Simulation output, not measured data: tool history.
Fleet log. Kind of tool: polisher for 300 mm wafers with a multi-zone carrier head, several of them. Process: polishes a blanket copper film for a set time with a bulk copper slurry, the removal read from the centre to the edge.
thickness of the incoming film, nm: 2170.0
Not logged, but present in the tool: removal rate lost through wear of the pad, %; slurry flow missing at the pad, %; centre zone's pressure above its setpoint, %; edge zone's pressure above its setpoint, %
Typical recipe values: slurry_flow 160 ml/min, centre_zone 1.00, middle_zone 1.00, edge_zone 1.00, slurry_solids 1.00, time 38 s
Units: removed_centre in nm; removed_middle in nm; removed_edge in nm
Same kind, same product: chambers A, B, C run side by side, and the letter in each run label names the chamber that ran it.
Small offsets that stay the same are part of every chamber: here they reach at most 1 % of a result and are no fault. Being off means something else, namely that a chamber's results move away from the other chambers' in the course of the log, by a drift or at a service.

| run | hour | slurry_flow | centre_zone | middle_zone | edge_zone | slurry_solids | time | wafers polished on this pad | hours since the slurry nozzle was cleaned | hours since the centre zone pressure was calibrated | hours since the edge zone pressure was calibrated | removed_centre | removed_middle | removed_edge |
|---|---|---|---|---|---|---|---|---|---|---|---|---|---|---|
| 1C | 10.3 | 160 | 1.00 | 1.00 | 1.00 | 1.00 | 38 | 777 | 25.0 | 688.8 | 225.8 | 320.00 | 322.36 | 319.50 |
|  | 17.8 | chamber B: worn pad replaced by a new one |
| 2A | 23.3 | 160 | 1.00 | 1.00 | 1.00 | 1.00 | 38 | 571 | 64.3 | 309.8 | 666.1 | 316.31 | 314.80 | 317.84 |
| 3B | 30.0 | 160 | 1.00 | 1.00 | 1.00 | 1.00 | 38 | 130 | 425.3 | 1114.9 | 960.6 | 315.13 | 322.88 | 311.02 |
|  | 37.1 | chamber C: worn pad replaced by a new one |
| 4C | 40.1 | 160 | 1.00 | 1.00 | 1.00 | 1.00 | 38 | 32 | 54.8 | 718.6 | 255.6 | 326.03 | 317.51 | 314.03 |
|  | 50.5 | chamber A: worn pad replaced by a new one |
| 5B | 50.9 | 160 | 1.09 | 1.00 | 1.00 | 1.25 | 38 | 353 | 446.2 | 1135.8 | 981.5 | 366.39 | 334.36 | 330.23 |
| 6A | 61.2 | 160 | 1.09 | 1.00 | 1.00 | 1.25 | 38 | 115 | 102.2 | 347.7 | 704.0 | 366.53 | 340.06 | 329.66 |
| 7A | 67.4 | 160 | 1.09 | 1.00 | 1.00 | 1.25 | 38 | 181 | 108.4 | 353.9 | 710.2 | 360.42 | 332.20 | 336.00 |
| 8B | 75.7 | 160 | 1.00 | 1.00 | 1.00 | 1.00 | 38 | 618 | 471.0 | 1160.6 | 1006.3 | 313.01 | 318.98 | 315.12 |
|  | 84.9 | chamber B: worn pad replaced by a new one |
| 9C | 88.5 | 160 | 1.00 | 1.00 | 1.09 | 1.00 | 38 | 549 | 103.2 | 767.0 | 304.0 | 314.57 | 322.78 | 335.03 |
| 10B | 98.6 | 160 | 1.00 | 1.00 | 1.09 | 1.00 | 38 | 146 | 493.9 | 1183.5 | 1029.2 | 316.41 | 320.47 | 333.37 |
|  | 98.7 | chamber B: centre zone pressure recalibrated |
| 11C | 111.2 | 160 | 1.00 | 1.00 | 1.09 | 1.00 | 38 | 792 | 125.9 | 789.7 | 326.7 | 319.58 | 322.83 | 332.24 |
|  | 123.5 | chamber A: worn pad replaced by a new one |
|  | 123.6 | chamber C: worn pad replaced by a new one |
| 12A | 123.8 | 160 | 1.00 | 1.00 | 1.00 | 1.00 | 38 | 3 | 164.8 | 410.3 | 766.6 | 315.49 | 316.02 | 320.95 |
| 13C | 132.6 | 160 | 1.00 | 1.04 | 1.00 | 1.00 | 31 | 96 | 147.3 | 811.1 | 348.1 | 259.77 | 274.27 | 264.88 |
| 14A | 138.5 | 160 | 1.00 | 1.04 | 1.00 | 1.00 | 31 | 160 | 179.5 | 425.0 | 781.3 | 261.72 | 266.86 | 253.12 |
|  | 141.8 | chamber B: worn pad replaced by a new one |
| 15B | 150.0 | 160 | 1.00 | 1.04 | 1.00 | 1.00 | 31 | 88 | 545.3 | 51.4 | 1080.6 | 288.94 | 270.75 | 259.60 |
| 16B | 162.2 | 160 | 1.00 | 1.00 | 1.00 | 1.00 | 38 | 218 | 557.5 | 63.6 | 1092.8 | 350.65 | 319.42 | 312.06 |
|  | 163.2 | chamber A: edge zone pressure recalibrated |
| 17C | 170.3 | 160 | 1.00 | 1.00 | 1.00 | 1.00 | 38 | 499 | 185.0 | 848.8 | 385.8 | 322.03 | 319.82 | 323.90 |
| 18A | 176.9 | 160 | 1.00 | 1.00 | 1.00 | 1.00 | 38 | 570 | 217.9 | 463.4 | 13.7 | 316.06 | 318.87 | 316.67 |
| 19A | 184.1 | 160 | 1.00 | 1.00 | 1.00 | 1.00 | 38 | 647 | 225.1 | 470.6 | 20.9 | 311.65 | 314.32 | 320.35 |
| 20C | 191.1 | 160 | 1.00 | 1.00 | 1.00 | 1.00 | 38 | 721 | 205.8 | 869.6 | 406.6 | 317.34 | 318.60 | 315.01 |
| 21B | 200.6 | 160 | 1.00 | 1.00 | 1.05 | 0.80 | 38 | 628 | 595.9 | 102.0 | 1131.2 | 332.06 | 302.80 | 299.51 |
|  | 201.5 | chamber B: worn pad replaced by a new one |
|  | 205.2 | chamber A: worn pad replaced by a new one |
| 22B | 209.2 | 160 | 1.00 | 1.00 | 1.05 | 0.80 | 38 | 82 | 604.5 | 110.6 | 1139.8 | 333.76 | 301.71 | 304.23 |
| 23A | 219.9 | 160 | 1.00 | 1.00 | 1.05 | 0.80 | 38 | 158 | 260.9 | 506.4 | 56.7 | 300.94 | 303.60 | 302.45 |
| 24C | 229.4 | 160 | 1.12 | 0.96 | 1.00 | 1.00 | 38 | 1131 | 244.1 | 907.9 | 444.9 | 362.64 | 308.89 | 318.50 |

Decide between three cases: one chamber stands off from its peers, the gauge reading all wafers drifts, or nothing is wrong past each chamber's small offset. Where a chamber is off, say which and what most likely put it there.

Chamber B came out of a service off from its peers and stayed that way.
Most likely cause: centre zone's pressure above its setpoint, % = 10.2.

Chamber B could run next with any of the 4 candidate recipes listed below; each alters the usual settings, and their results appear as question marks. Which one brings its results back in line with what the other chambers deliver on the usual settings?
A result is in line if it is within this distance of the other chambers' mean on the usual settings: removed_centre 9.50 nm; removed_middle 12.00 nm; removed_edge 14.00 nm
| 25B-1 | 238.8 | 165 | 1.08 | 0.98 | 0.97 | 1.00 | 38 |  |  |  |  | ? | ? | ? |
| 25B-2 | 238.8 | 165 | 1.04 | 0.99 | 0.99 | 1.00 | 38 |  |  |  |  | ? | ? | ? |
| 25B-3 | 238.8 | 155 | 0.92 | 1.02 | 1.03 | 1.00 | 38 |  |  |  |  | ? | ? | ? |
| 25B-4 | 238.8 | 155 | 0.96 | 1.01 | 1.01 | 1.00 | 38 |  |  |  |  | ? | ? | ? |

What the other chambers average on the usual settings: removed_centre 316.65 nm; removed_middle 317.59 nm; removed_edge 316.24 nm
| run | removed_centre | removed_middle | removed_edge |
|---|---|---|---|
| 25B-1 | 382.91 | 312.72 | 310.18 |
| 25B-2 | 367.63 | 315.67 | 313.42 |
| 25B-3 | 317.72 | 320.91 | 317.24 |
| 25B-4 | 332.82 | 317.99 | 314.04 |
Change 25B-3 lands the chamber within the allowed miss of the other chambers.

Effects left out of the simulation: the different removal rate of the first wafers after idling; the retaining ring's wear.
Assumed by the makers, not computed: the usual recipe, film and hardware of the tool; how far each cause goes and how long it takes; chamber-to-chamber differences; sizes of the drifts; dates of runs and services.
